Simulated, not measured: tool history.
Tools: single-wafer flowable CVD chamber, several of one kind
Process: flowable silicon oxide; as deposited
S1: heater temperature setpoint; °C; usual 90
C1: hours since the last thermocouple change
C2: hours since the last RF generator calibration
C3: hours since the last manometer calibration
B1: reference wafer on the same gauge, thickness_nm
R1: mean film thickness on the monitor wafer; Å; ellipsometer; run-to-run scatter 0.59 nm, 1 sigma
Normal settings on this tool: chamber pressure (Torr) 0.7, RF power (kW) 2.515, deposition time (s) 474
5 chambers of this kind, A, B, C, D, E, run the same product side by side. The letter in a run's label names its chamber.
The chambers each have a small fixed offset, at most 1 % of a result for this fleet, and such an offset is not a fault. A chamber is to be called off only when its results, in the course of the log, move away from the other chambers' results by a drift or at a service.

Run 1B, day 0.175: usual settings; C1 798.6; C2 1560.2; C3 168.8; B1 311.95. Result: R1 3477.8 Å.
Run 2E, day 0.338: usual settings; C1 1340.1; C2 1223.4; C3 128.3; B1 312.16. Result: R1 3465.5 Å.
Run 3C, day 0.5: usual settings; C1 632.3; C2 2095.3; C3 1220.8; B1 312.16. Result: R1 3516.5 Å.
Run 4A, day 0.654: usual settings; C1 49.5; C2 60; C3 79.6; B1 312.36. Result: R1 3490.2 Å.
Run 5D, day 0.796: usual settings; C1 353.9; C2 195.8; C3 1455.4; B1 312.27. Result: R1 3486.1 Å.
Run 6B, day 0.904: usual settings but RF power (kW) 2.025; C1 816.1; C2 1577.7; C3 186.3; B1 312.36. Result: R1 3364.1 Å.
Run 7A, day 1.058: usual settings but RF power (kW) 2.025; C1 59.2; C2 69.7; C3 89.3; B1 312.62. Result: R1 3376.7 Å.
Run 8D, day 1.233: usual settings but RF power (kW) 2.025; C1 364.4; C2 206.3; C3 1465.9; B1 312.63. Result: R1 3357.9 Å.
Run 9C, day 1.375: usual settings but RF power (kW) 2.025; C1 653.3; C2 2116.3; C3 1241.8; B1 312.46. Result: R1 3392.7 Å.
Run 10E, day 1.533: usual settings but RF power (kW) 2.025; C1 1368.8; C2 1252.1; C3 157; B1 312.78. Result: R1 3338.3 Å.
Run 11D, day 1.7: usual settings; C1 375.6; C2 217.5; C3 1477.1; B1 312.74. Result: R1 3489.5 Å.
Run 12C, day 1.808: usual settings; C1 663.7; C2 2126.7; C3 1252.2; B1 312.67. Result: R1 3528.6 Å.
Run 13E, day 1.979: usual settings; C1 1379.5; C2 1262.8; C3 167.7; B1 312.77. Result: R1 3468.7 Å.
Run 14B, day 2.121: usual settings but deposition time (s) 507; C1 845.3; C2 1606.9; C3 215.5; B1 312.84. Result: R1 3738.6 Å.
Run 15A, day 2.283: usual settings but deposition time (s) 507; C1 88.6; C2 99.1; C3 118.7; B1 312.94. Result: R1 3733.9 Å.
Run 16E, day 2.442: usual settings but deposition time (s) 507; C1 1390.6; C2 1273.9; C3 178.8; B1 313.04. Result: R1 3714.1 Å.
Run 17B, day 2.633: usual settings but deposition time (s) 507; C1 857.6; C2 1619.2; C3 227.8; B1 312.98. Result: R1 3747.3 Å.
Run 18C, day 2.75: usual settings but deposition time (s) 507; C1 686.3; C2 2149.3; C3 1274.8; B1 313.07. Result: R1 3758.6 Å.
Run 19A, day 2.871: usual settings; C1 102.7; C2 113.2; C3 132.8; B1 313.23. Result: R1 3493.4 Å.
Run 20D, day 3.038: usual settings but RF power (kW) 2.18, deposition time (s) 561; C1 407.7; C2 249.6; C3 1509.2; B1 313.21. Result: R1 4035.5 Å.
Run 21E, day 3.179: usual settings but RF power (kW) 2.18, deposition time (s) 561; C1 1408.3; C2 1291.6; C3 196.5; B1 313.33. Result: R1 4032.1 Å.
Run 22A, day 3.271: usual settings but RF power (kW) 2.18, deposition time (s) 561; C1 112.3; C2 122.8; C3 142.4; B1 313.29. Result: R1 4054.8 Å.
Run 23D, day 3.454: usual settings but RF power (kW) 2.18, deposition time (s) 561; C1 417.7; C2 259.6; C3 1519.2; B1 313.43. Result: R1 4057.4 Å.
Run 24C, day 3.608: usual settings but RF power (kW) 2.18, deposition time (s) 561; C1 706.9; C2 2169.9; C3 1295.4; B1 313.36. Result: R1 4087.5 Å.
Run 25B, day 3.746: usual settings; C1 884.3; C2 1645.9; C3 254.5; B1 313.53. Result: R1 3499 Å.
Run 26A, day 3.858: usual settings; C1 126.4; C2 136.9; C3 156.5; B1 313.53. Result: R1 3500.4 Å.
Run 27C, day 3.967: usual settings; C1 715.5; C2 2178.5; C3 1304; B1 313.67. Result: R1 3531.6 Å.
Run 28D, day 4.158: usual settings but S1 85 °C, chamber pressure (Torr) 0.86; C1 434.6; C2 276.5; C3 1536.1; B1 313.77. Result: R1 5351.5 Å.
Run 29B, day 4.338: usual settings but S1 85 °C, chamber pressure (Torr) 0.86; C1 898.5; C2 1660.1; C3 268.7; B1 313.77. Result: R1 5344.8 Å.
Run 30E, day 4.421: usual settings but S1 85 °C, chamber pressure (Torr) 0.86; C1 1438.1; C2 1321.4; C3 226.3; B1 313.94. Result: R1 5275.3 Å.
Run 31A, day 4.588: usual settings but S1 85 °C, chamber pressure (Torr) 0.86; C1 143.9; C2 154.4; C3 174; B1 313.88. Result: R1 5324 Å.
Run 32B, day 4.754: usual settings but S1 85 °C, chamber pressure (Torr) 0.86; C1 908.5; C2 1670.1; C3 278.7; B1 313.96. Result: R1 5346.1 Å.
Run 33E, day 4.933: usual settings but RF power (kW) 2.205; C1 1450.4; C2 1333.7; C3 238.6; B1 313.99. Result: R1 3414.8 Å.
Run 34D, day 5.046: usual settings but RF power (kW) 2.205; C1 455.9; C2 297.8; C3 1557.4; B1 314.25. Result: R1 3433.6 Å.

Predict what each chamber gives when all 5 of them run the settings below next.
Run 35A, day 5.188: usual settings. Result: R1 ?.
Run 35B, day 5.188: usual settings. Result: R1 ?.
Run 35C, day 5.188: usual settings. Result: R1 ?.
Run 35D, day 5.188: usual settings. Result: R1 ?.
Run 35E, day 5.188: usual settings. Result: R1 ?.

run      R1
35A  3501.9
35B  3515.2
35C    3539
35D  3493.4
35E  3487.2
